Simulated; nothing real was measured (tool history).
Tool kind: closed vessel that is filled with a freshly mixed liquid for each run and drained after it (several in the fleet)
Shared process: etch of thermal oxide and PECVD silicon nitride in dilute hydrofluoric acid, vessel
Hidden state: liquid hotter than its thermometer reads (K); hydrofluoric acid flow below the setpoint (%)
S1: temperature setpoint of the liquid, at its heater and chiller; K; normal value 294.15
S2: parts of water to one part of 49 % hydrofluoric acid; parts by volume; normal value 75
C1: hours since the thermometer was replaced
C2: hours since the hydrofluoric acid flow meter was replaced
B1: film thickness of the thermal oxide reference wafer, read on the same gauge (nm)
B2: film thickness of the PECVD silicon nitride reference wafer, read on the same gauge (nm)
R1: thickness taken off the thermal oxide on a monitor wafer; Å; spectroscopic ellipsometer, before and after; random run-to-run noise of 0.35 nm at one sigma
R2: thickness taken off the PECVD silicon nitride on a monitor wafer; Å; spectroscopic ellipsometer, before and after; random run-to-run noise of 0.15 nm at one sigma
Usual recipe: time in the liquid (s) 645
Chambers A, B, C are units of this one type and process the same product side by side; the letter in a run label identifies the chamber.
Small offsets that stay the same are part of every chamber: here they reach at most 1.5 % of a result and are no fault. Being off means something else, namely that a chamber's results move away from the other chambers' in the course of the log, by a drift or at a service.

{"run": "1C", "day": 0.175, "S1": 294.15, "S2": 75, "time in the liquid (s)": 645, "C1": 661.8, "C2": 605.7, "B1": 70.007, "B2": 119.97, "R1": 375.3, "R2": 213.97}
{"run": "2A", "day": 0.317, "S1": 294.15, "S2": 75, "time in the liquid (s)": 645, "C1": 489.7, "C2": 422.8, "B1": 70.009, "B2": 119.99, "R1": 379.69, "R2": 216.69}
{"run": "3B", "day": 0.442, "S1": 294.15, "S2": 75, "time in the liquid (s)": 645, "C1": 233.1, "C2": 2376.7, "B1": 69.998, "B2": 120.04, "R1": 385.36, "R2": 216.75}
{"run": "4C", "day": 0.642, "S1": 294.15, "S2": 75, "time in the liquid (s)": 645, "C1": 673.0, "C2": 616.9, "B1": 70.001, "B2": 119.99, "R1": 379.17, "R2": 213.94}
{"run": "5A", "day": 0.862, "S1": 294.15, "S2": 90, "time in the liquid (s)": 985, "C1": 502.8, "C2": 435.9, "B1": 70.007, "B2": 119.98, "R1": 476.19, "R2": 276.29}
{"run": "6B", "day": 1.1, "S1": 294.15, "S2": 90, "time in the liquid (s)": 985, "C1": 248.9, "C2": 2392.5, "B1": 70.003, "B2": 120.03, "R1": 468.62, "R2": 273.29}
{"run": "7C", "day": 1.271, "S1": 294.15, "S2": 90, "time in the liquid (s)": 985, "C1": 688.1, "C2": 632.0, "B1": 70.0, "B2": 120.04, "R1": 476.91, "R2": 275.68}
{"run": "8B", "day": 1.438, "S1": 294.15, "S2": 45, "time in the liquid (s)": 645, "C1": 257.0, "C2": 2400.6, "B1": 70.006, "B2": 120.0, "R1": 648.66, "R2": 355.3}
{"run": "9A", "day": 1.646, "S1": 294.15, "S2": 45, "time in the liquid (s)": 645, "C1": 521.6, "C2": 454.7, "B1": 70.009, "B2": 119.98, "R1": 666.06, "R2": 357.99}
{"run": "10B", "day": 1.829, "S1": 294.15, "S2": 45, "time in the liquid (s)": 645, "C1": 266.4, "C2": 2410.0, "B1": 69.985, "B2": 120.03, "R1": 674.39, "R2": 355.16}
{"run": "11A", "day": 1.954, "S1": 294.15, "S2": 75, "time in the liquid (s)": 645, "C1": 529.0, "C2": 462.1, "B1": 70.011, "B2": 120.01, "R1": 383.11, "R2": 215.66}
{"run": "12C", "day": 2.188, "S1": 294.15, "S2": 75, "time in the liquid (s)": 645, "C1": 710.1, "C2": 654.0, "B1": 69.995, "B2": 119.97, "R1": 380.98, "R2": 214.73}
{"run": "13A", "day": 2.4, "S1": 294.15, "S2": 75, "time in the liquid (s)": 645, "C1": 539.7, "C2": 472.8, "B1": 70.009, "B2": 120.03, "R1": 381.56, "R2": 214.45}
{"run": "14B", "day": 2.504, "S1": 294.15, "S2": 75, "time in the liquid (s)": 645, "C1": 282.6, "C2": 2426.2, "B1": 69.995, "B2": 119.97, "R1": 380.67, "R2": 215.75}
{"run": "15C", "day": 2.633, "S1": 294.15, "S2": 75, "time in the liquid (s)": 645, "C1": 720.8, "C2": 664.7, "B1": 70.015, "B2": 119.99, "R1": 381.99, "R2": 214.76}
{"run": "16C", "day": 2.792, "S1": 294.15, "S2": 75, "time in the liquid (s)": 645, "C1": 724.6, "C2": 668.5, "B1": 70.011, "B2": 119.96, "R1": 377.67, "R2": 214.9}
{"run": "17A", "day": 2.983, "S1": 294.15, "S2": 75, "time in the liquid (s)": 645, "C1": 553.7, "C2": 486.8, "B1": 69.996, "B2": 120.02, "R1": 376.21, "R2": 214.76}
{"run": "18B", "day": 3.088, "S1": 294.15, "S2": 75, "time in the liquid (s)": 645, "C1": 296.6, "C2": 2440.2, "B1": 69.977, "B2": 120.0, "R1": 383.86, "R2": 213.76}
{"run": "19A", "day": 3.217, "S1": 294.15, "S2": 75, "time in the liquid (s)": 645, "C1": 559.3, "C2": 492.4, "B1": 69.999, "B2": 120.0, "R1": 380.52, "R2": 215.11}
{"run": "20C", "day": 3.442, "S1": 294.15, "S2": 75, "time in the liquid (s)": 645, "C1": 740.2, "C2": 684.1, "B1": 70.016, "B2": 120.02, "R1": 380.78, "R2": 213.99}
{"run": "21B", "day": 3.65, "S1": 294.15, "S2": 75, "time in the liquid (s)": 645, "C1": 310.1, "C2": 2453.7, "B1": 70.01, "B2": 119.99, "R1": 380.55, "R2": 213.47}
{"run": "22B", "day": 3.838, "S1": 294.15, "S2": 75, "time in the liquid (s)": 645, "C1": 314.6, "C2": 2458.2, "B1": 69.994, "B2": 120.0, "R1": 382.83, "R2": 212.92}
{"run": "23C", "day": 4.046, "S1": 294.15, "S2": 75, "time in the liquid (s)": 645, "C1": 754.7, "C2": 698.6, "B1": 69.984, "B2": 120.0, "R1": 377.66, "R2": 213.89}
{"day": 4.208, "done": "chamber A: thermometer replaced"}
{"run": "24A", "day": 4.246, "S1": 294.15, "S2": 75, "time in the liquid (s)": 645, "C1": 1.0, "C2": 517.1, "B1": 70.008, "B2": 120.0, "R1": 377.15, "R2": 216.24}
{"run": "25C", "day": 4.383, "S1": 294.15, "S2": 75, "time in the liquid (s)": 790, "C1": 762.8, "C2": 706.7, "B1": 69.985, "B2": 120.0, "R1": 471.93, "R2": 266.7}
{"run": "26B", "day": 4.579, "S1": 294.15, "S2": 75, "time in the liquid (s)": 790, "C1": 332.4, "C2": 2476.0, "B1": 70.01, "B2": 120.0, "R1": 472.45, "R2": 259.99}
{"run": "27A", "day": 4.708, "S1": 294.15, "S2": 75, "time in the liquid (s)": 790, "C1": 12.1, "C2": 528.2, "B1": 70.008, "B2": 119.98, "R1": 463.25, "R2": 264.85}
{"run": "28A", "day": 4.929, "S1": 294.15, "S2": 75, "time in the liquid (s)": 645, "C1": 17.4, "C2": 533.5, "B1": 69.985, "B2": 119.99, "R1": 380.21, "R2": 216.64}
{"day": 4.958, "done": "chamber B: hydrofluoric acid flow meter replaced"}
{"run": "29B", "day": 5.121, "S1": 294.15, "S2": 75, "time in the liquid (s)": 645, "C1": 345.4, "C2": 3.9, "B1": 69.981, "B2": 119.99, "R1": 383.57, "R2": 214.74}
{"run": "30C", "day": 5.279, "S1": 294.15, "S2": 75, "time in the liquid (s)": 645, "C1": 784.3, "C2": 728.2, "B1": 69.998, "B2": 120.03, "R1": 379.08, "R2": 214.67}
{"run": "31C", "day": 5.504, "S1": 291.15, "S2": 40, "time in the liquid (s)": 645, "C1": 789.7, "C2": 733.6, "B1": 69.995, "B2": 120.01, "R1": 659.04, "R2": 320.7}
{"run": "32A", "day": 5.717, "S1": 291.15, "S2": 40, "time in the liquid (s)": 645, "C1": 36.3, "C2": 552.4, "B1": 70.009, "B2": 119.99, "R1": 664.73, "R2": 330.31}
{"run": "33B", "day": 5.838, "S1": 291.15, "S2": 40, "time in the liquid (s)": 645, "C1": 362.6, "C2": 21.1, "B1": 70.018, "B2": 120.03, "R1": 655.99, "R2": 323.44}
{"run": "34B", "day": 6.017, "S1": 294.15, "S2": 75, "time in the liquid (s)": 645, "C1": 366.9, "C2": 25.4, "B1": 69.988, "B2": 119.99, "R1": 386.23, "R2": 213.63}
{"run": "35C", "day": 6.225, "S1": 294.15, "S2": 75, "time in the liquid (s)": 645, "C1": 807.0, "C2": 750.9, "B1": 69.999, "B2": 120.01, "R1": 374.01, "R2": 216.88}
{"run": "36A", "day": 6.379, "S1": 294.15, "S2": 75, "time in the liquid (s)": 645, "C1": 52.2, "C2": 568.3, "B1": 70.001, "B2": 119.97, "R1": 379.78, "R2": 215.06}
{"run": "37B", "day": 6.554, "S1": 294.15, "S2": 75, "time in the liquid (s)": 645, "C1": 379.8, "C2": 38.3, "B1": 70.004, "B2": 120.01, "R1": 383.0, "R2": 214.94}
{"run": "38A", "day": 6.658, "S1": 294.15, "S2": 75, "time in the liquid (s)": 645, "C1": 58.9, "C2": 575.0, "B1": 69.992, "B2": 120.03, "R1": 386.68, "R2": 216.47}
{"run": "39C", "day": 6.817, "S1": 294.15, "S2": 75, "time in the liquid (s)": 645, "C1": 821.2, "C2": 765.1, "B1": 69.979, "B2": 120.0, "R1": 383.32, "R2": 214.89}
{"run": "40B", "day": 7.05, "S1": 294.15, "S2": 75, "time in the liquid (s)": 645, "C1": 391.7, "C2": 50.2, "B1": 69.984, "B2": 120.02, "R1": 385.03, "R2": 213.74}
{"run": "41A", "day": 7.217, "S1": 294.15, "S2": 75, "time in the liquid (s)": 645, "C1": 72.3, "C2": 588.4, "B1": 70.013, "B2": 120.02, "R1": 383.3, "R2": 218.84}
{"run": "42C", "day": 7.362, "S1": 294.15, "S2": 75, "time in the liquid (s)": 645, "C1": 834.3, "C2": 778.2, "B1": 69.996, "B2": 120.0, "R1": 380.06, "R2": 216.78}

What goes on in this fleet: one chamber off, a drifting gauge, or nothing beyond the chambers' own small offsets? Name the chamber and the cause, if any.

No chamber stands off beyond its own small offset, and the gauge holds steady.
